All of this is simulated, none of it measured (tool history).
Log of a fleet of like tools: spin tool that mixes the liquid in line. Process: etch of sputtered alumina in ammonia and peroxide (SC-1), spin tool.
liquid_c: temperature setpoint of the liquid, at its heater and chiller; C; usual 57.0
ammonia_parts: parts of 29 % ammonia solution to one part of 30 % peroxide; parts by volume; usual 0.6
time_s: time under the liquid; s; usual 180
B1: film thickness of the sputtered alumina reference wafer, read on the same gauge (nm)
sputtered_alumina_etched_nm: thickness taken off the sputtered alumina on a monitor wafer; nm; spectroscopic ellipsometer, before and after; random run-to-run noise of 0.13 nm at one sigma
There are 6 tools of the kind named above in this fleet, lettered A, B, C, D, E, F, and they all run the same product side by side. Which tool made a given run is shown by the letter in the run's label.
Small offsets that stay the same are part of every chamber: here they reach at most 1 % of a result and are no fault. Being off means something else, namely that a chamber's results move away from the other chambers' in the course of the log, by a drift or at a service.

run 1E day=0.200 | liquid_c=57.0 ammonia_parts=0.6 time_s=180 | B1=49.993 | sputtered_alumina_etched_nm=18.7220
run 2D day=0.429 | liquid_c=57.0 ammonia_parts=0.6 time_s=180 | B1=49.991 | sputtered_alumina_etched_nm=18.9500
run 3F day=0.638 | liquid_c=57.0 ammonia_parts=0.6 time_s=180 | B1=50.009 | sputtered_alumina_etched_nm=18.9760
run 4C day=0.762 | liquid_c=57.0 ammonia_parts=0.6 time_s=180 | B1=49.990 | sputtered_alumina_etched_nm=18.9550
run 5A day=0.979 | liquid_c=51.5 ammonia_parts=0.6 time_s=80 | B1=50.006 | sputtered_alumina_etched_nm=6.2577
run 6B day=1.204 | liquid_c=51.5 ammonia_parts=0.6 time_s=80 | B1=49.996 | sputtered_alumina_etched_nm=6.2521
run 7B day=1.388 | liquid_c=51.5 ammonia_parts=0.6 time_s=80 | B1=50.016 | sputtered_alumina_etched_nm=6.3298
run 8F day=1.562 | liquid_c=51.5 ammonia_parts=0.6 time_s=80 | B1=50.012 | sputtered_alumina_etched_nm=6.2518
run 9A day=1.692 | liquid_c=51.5 ammonia_parts=0.6 time_s=80 | B1=50.002 | sputtered_alumina_etched_nm=6.1935
run 10C day=1.871 | liquid_c=51.5 ammonia_parts=0.6 time_s=80 | B1=50.007 | sputtered_alumina_etched_nm=6.2602
-- day=1.983 chamber A: ammonia flow meter replaced
run 11E day=2.112 | liquid_c=57.0 ammonia_parts=0.6 time_s=180 | B1=49.989 | sputtered_alumina_etched_nm=19.1080
run 12D day=2.250 | liquid_c=57.0 ammonia_parts=0.6 time_s=180 | B1=49.983 | sputtered_alumina_etched_nm=19.0520
run 13B day=2.479 | liquid_c=57.0 ammonia_parts=0.6 time_s=180 | B1=50.003 | sputtered_alumina_etched_nm=18.8690
run 14A day=2.679 | liquid_c=57.0 ammonia_parts=0.6 time_s=180 | B1=49.993 | sputtered_alumina_etched_nm=18.7990
-- day=2.700 chamber D: new drum of ammonia solution connected
run 15E day=2.904 | liquid_c=60.5 ammonia_parts=0.6 time_s=95 | B1=49.992 | sputtered_alumina_etched_nm=11.8240
run 16D day=3.046 | liquid_c=60.5 ammonia_parts=0.6 time_s=95 | B1=49.987 | sputtered_alumina_etched_nm=11.9950
run 17F day=3.258 | liquid_c=60.5 ammonia_parts=0.6 time_s=95 | B1=50.002 | sputtered_alumina_etched_nm=12.1190
run 18C day=3.404 | liquid_c=60.5 ammonia_parts=0.6 time_s=95 | B1=50.003 | sputtered_alumina_etched_nm=12.1160
run 19C day=3.529 | liquid_c=60.5 ammonia_parts=0.6 time_s=95 | B1=49.994 | sputtered_alumina_etched_nm=12.1260
-- day=3.533 chamber C: new drum of ammonia solution connected
run 20E day=3.658 | liquid_c=60.5 ammonia_parts=0.6 time_s=95 | B1=50.011 | sputtered_alumina_etched_nm=11.8760
run 21D day=3.796 | liquid_c=57.0 ammonia_parts=0.6 time_s=180 | B1=49.985 | sputtered_alumina_etched_nm=19.1110
run 22B day=3.912 | liquid_c=57.0 ammonia_parts=0.6 time_s=180 | B1=49.980 | sputtered_alumina_etched_nm=18.6240
run 23A day=4.150 | liquid_c=57.0 ammonia_parts=0.6 time_s=180 | B1=50.000 | sputtered_alumina_etched_nm=18.6150
-- day=4.367 chamber A: new drum of ammonia solution connected
run 24F day=4.392 | liquid_c=60.0 ammonia_parts=0.6 time_s=230 | B1=50.000 | sputtered_alumina_etched_nm=28.2760
run 25D day=4.633 | liquid_c=60.0 ammonia_parts=0.6 time_s=230 | B1=50.007 | sputtered_alumina_etched_nm=28.4100
run 26B day=4.796 | liquid_c=60.0 ammonia_parts=0.6 time_s=230 | B1=50.017 | sputtered_alumina_etched_nm=28.2880
run 27F day=4.988 | liquid_c=60.0 ammonia_parts=0.6 time_s=230 | B1=50.018 | sputtered_alumina_etched_nm=28.4780
run 28A day=5.138 | liquid_c=60.0 ammonia_parts=0.6 time_s=230 | B1=50.027 | sputtered_alumina_etched_nm=28.2160
run 29C day=5.388 | liquid_c=60.0 ammonia_parts=0.6 time_s=230 | B1=49.987 | sputtered_alumina_etched_nm=28.4290
run 30E day=5.558 | liquid_c=57.0 ammonia_parts=0.6 time_s=180 | B1=49.969 | sputtered_alumina_etched_nm=18.9800
run 31F day=5.717 | liquid_c=57.0 ammonia_parts=0.6 time_s=180 | B1=50.010 | sputtered_alumina_etched_nm=18.9990
run 32E day=5.942 | liquid_c=57.0 ammonia_parts=0.6 time_s=180 | B1=49.964 | sputtered_alumina_etched_nm=18.9230
run 33C day=6.167 | liquid_c=57.0 ammonia_parts=0.6 time_s=180 | B1=50.010 | sputtered_alumina_etched_nm=19.1630
run 34B day=6.388 | liquid_c=57.0 ammonia_parts=0.6 time_s=180 | B1=49.980 | sputtered_alumina_etched_nm=18.8900
run 35D day=6.604 | liquid_c=57.0 ammonia_parts=0.6 time_s=180 | B1=50.000 | sputtered_alumina_etched_nm=19.1030
run 36A day=6.812 | liquid_c=57.0 ammonia_parts=0.6 time_s=180 | B1=50.019 | sputtered_alumina_etched_nm=18.7560
run 37A day=6.962 | liquid_c=57.0 ammonia_parts=0.6 time_s=180 | B1=50.014 | sputtered_alumina_etched_nm=18.9970
run 38D day=7.150 | liquid_c=57.0 ammonia_parts=0.6 time_s=180 | B1=50.006 | sputtered_alumina_etched_nm=18.7800
run 39C day=7.300 | liquid_c=57.0 ammonia_parts=0.6 time_s=180 | B1=50.000 | sputtered_alumina_etched_nm=19.0400
run 40F day=7.421 | liquid_c=57.0 ammonia_parts=0.6 time_s=180 | B1=50.000 | sputtered_alumina_etched_nm=18.9880

The same settings go to every chamber for the next run, one line per chamber below. Forecast the results for each:
run 41A day=7.600 | liquid_c=57.0 ammonia_parts=0.6 time_s=250 | sputtered_alumina_etched_nm=?
run 41B day=7.600 | liquid_c=57.0 ammonia_parts=0.6 time_s=250 | sputtered_alumina_etched_nm=?
run 41C day=7.600 | liquid_c=57.0 ammonia_parts=0.6 time_s=250 | sputtered_alumina_etched_nm=?
run 41D day=7.600 | liquid_c=57.0 ammonia_parts=0.6 time_s=250 | sputtered_alumina_etched_nm=?
run 41E day=7.600 | liquid_c=57.0 ammonia_parts=0.6 time_s=250 | sputtered_alumina_etched_nm=?
run 41F day=7.600 | liquid_c=57.0 ammonia_parts=0.6 time_s=250 | sputtered_alumina_etched_nm=?

run=41A sputtered_alumina_etched_nm=25.9510
run=41B sputtered_alumina_etched_nm=26.4250
run=41C sputtered_alumina_etched_nm=26.2290
run=41D sputtered_alumina_etched_nm=25.8380
run=41E sputtered_alumina_etched_nm=26.2570
run=41F sputtered_alumina_etched_nm=26.2600

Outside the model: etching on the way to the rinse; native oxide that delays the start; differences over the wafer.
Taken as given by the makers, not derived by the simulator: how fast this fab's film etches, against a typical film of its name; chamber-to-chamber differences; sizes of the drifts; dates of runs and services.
